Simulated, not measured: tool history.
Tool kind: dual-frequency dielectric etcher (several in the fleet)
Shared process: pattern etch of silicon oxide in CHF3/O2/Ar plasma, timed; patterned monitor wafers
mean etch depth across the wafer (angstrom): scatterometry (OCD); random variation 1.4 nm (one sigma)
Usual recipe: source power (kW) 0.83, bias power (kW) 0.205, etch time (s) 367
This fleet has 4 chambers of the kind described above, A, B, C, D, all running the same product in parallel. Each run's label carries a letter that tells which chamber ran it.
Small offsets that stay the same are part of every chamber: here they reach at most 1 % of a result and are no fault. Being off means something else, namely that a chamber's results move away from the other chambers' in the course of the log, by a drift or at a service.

run   hour  source power (kW)  bias power (kW)  etch time (s)  hours since the last wet clean  hours since the last source power generator calibration  hours since the last bias power generator calibration  read-back reference wafer on the same gauge, depth_nm  mean etch depth across the wafer (angstrom)
 1A    9.2               0.83            0.205            367                           301.4                                                     1420                                                  507.6                                                 1017.4                                       8614.2
 2B   20.4               0.83            0.205            367                           400.5                                                    367.6                                                  331.2                                                 1017.5                                         8626
 3C   31.4               0.83            0.205            367                           225.8                                                     3257                                                 1650.2                                                 1018.4                                       8632.1
 4D   36.7               0.83            0.205            367                           627.9                                                    524.6                                                  341.4                                                 1018.3                                       8599.6
 5C   47.9               0.83            0.205            367                           242.3                                                   3273.5                                                 1666.7                                                 1018.4                                       8651.1
 6A   54.4               0.83            0.205            367                           346.6                                                   1465.2                                                  552.8                                                 1018.5                                       8625.4
 7D   61.8               0.83            0.205            367                             653                                                    549.7                                                  366.5                                                 1018.9                                       8615.2
      65.8  -- chamber D: wet clean of the chamber
 8B   69.6               0.83            0.205            367                           449.7                                                    416.8                                                  380.4                                                 1019.5                                       8652.3
 9B   77.2               0.83             0.24          293.5                           457.3                                                    424.4                                                    388                                                 1019.9                                       7310.6
10C   82.9               0.83             0.24          293.5                           277.3                                                   3308.5                                                 1701.7                                                   1020                                       7297.1
11D   93.7               0.83             0.24          293.5                            27.9                                                    581.6                                                  398.4                                                 1020.1                                       7277.3
12A    104               0.83             0.24          293.5                           396.2                                                   1514.8                                                  602.4                                                 1020.6                                       7301.2
13D  113.1               0.83            0.205            367                            47.3                                                      601                                                  417.8                                                 1020.6                                       8611.6
14A  120.6               0.83            0.205            367                           412.8                                                   1531.4                                                    619                                                 1020.6                                       8608.6
15C  131.6               0.83            0.205            367                             326                                                   3357.2                                                 1750.4                                                 1021.4                                       8649.7
     132.2  -- chamber B: wet clean of the chamber
16B    141               0.83            0.205            367                             8.8                                                    488.2                                                  451.8                                                 1021.5                                       8692.5
17B  149.4               0.83            0.205            367                            17.2                                                    496.6                                                  460.2                                                 1022.1                                       8683.2
     154.4  -- chamber A: source power generator calibrated
18D  156.1               0.83            0.205            367                            90.3                                                      644                                                  460.8                                                   1022                                       8643.7
     156.5  -- chamber C: wet clean of the chamber
19A    161               0.83            0.205            367                           453.2                                                      6.6                                                  659.4                                                 1022.6                                       8625.7
20C  169.7               0.83            0.205            367                            13.2                                                   3395.3                                                 1788.5                                                 1022.4                                         8663
21C  175.9               0.83            0.205            367                            19.4                                                   3401.5                                                 1794.7                                                 1022.7                                       8672.9
22B    182               0.66            0.161            367                            49.8                                                    529.2                                                  492.8                                                 1022.6                                       7359.3
23D  189.2               0.66            0.161            367                           123.4                                                    677.1                                                  493.9                                                 1023.2                                       7292.1
24A  195.3               0.66            0.161            367                           487.5                                                     40.9                                                  693.7                                                 1023.3                                       7300.6
25C  205.9               0.66            0.161            367                            49.4                                                   3431.5                                                 1824.7                                                 1023.6                                       7317.2
26D    211               0.83            0.205            367                           145.2                                                    698.9                                                  515.7                                                 1023.4                                       8662.1

Has any chamber moved away from the others, gradually or after a service, or does the common gauge drift, or do the chambers differ only by their own small steady offsets? State the chamber and the most likely cause if one applies.

No chamber is off; the gauge reading every chamber's wafers drifts, which makes the whole fleet appear to move together.
What lies behind it: gauge reads high (%) = 0.696.
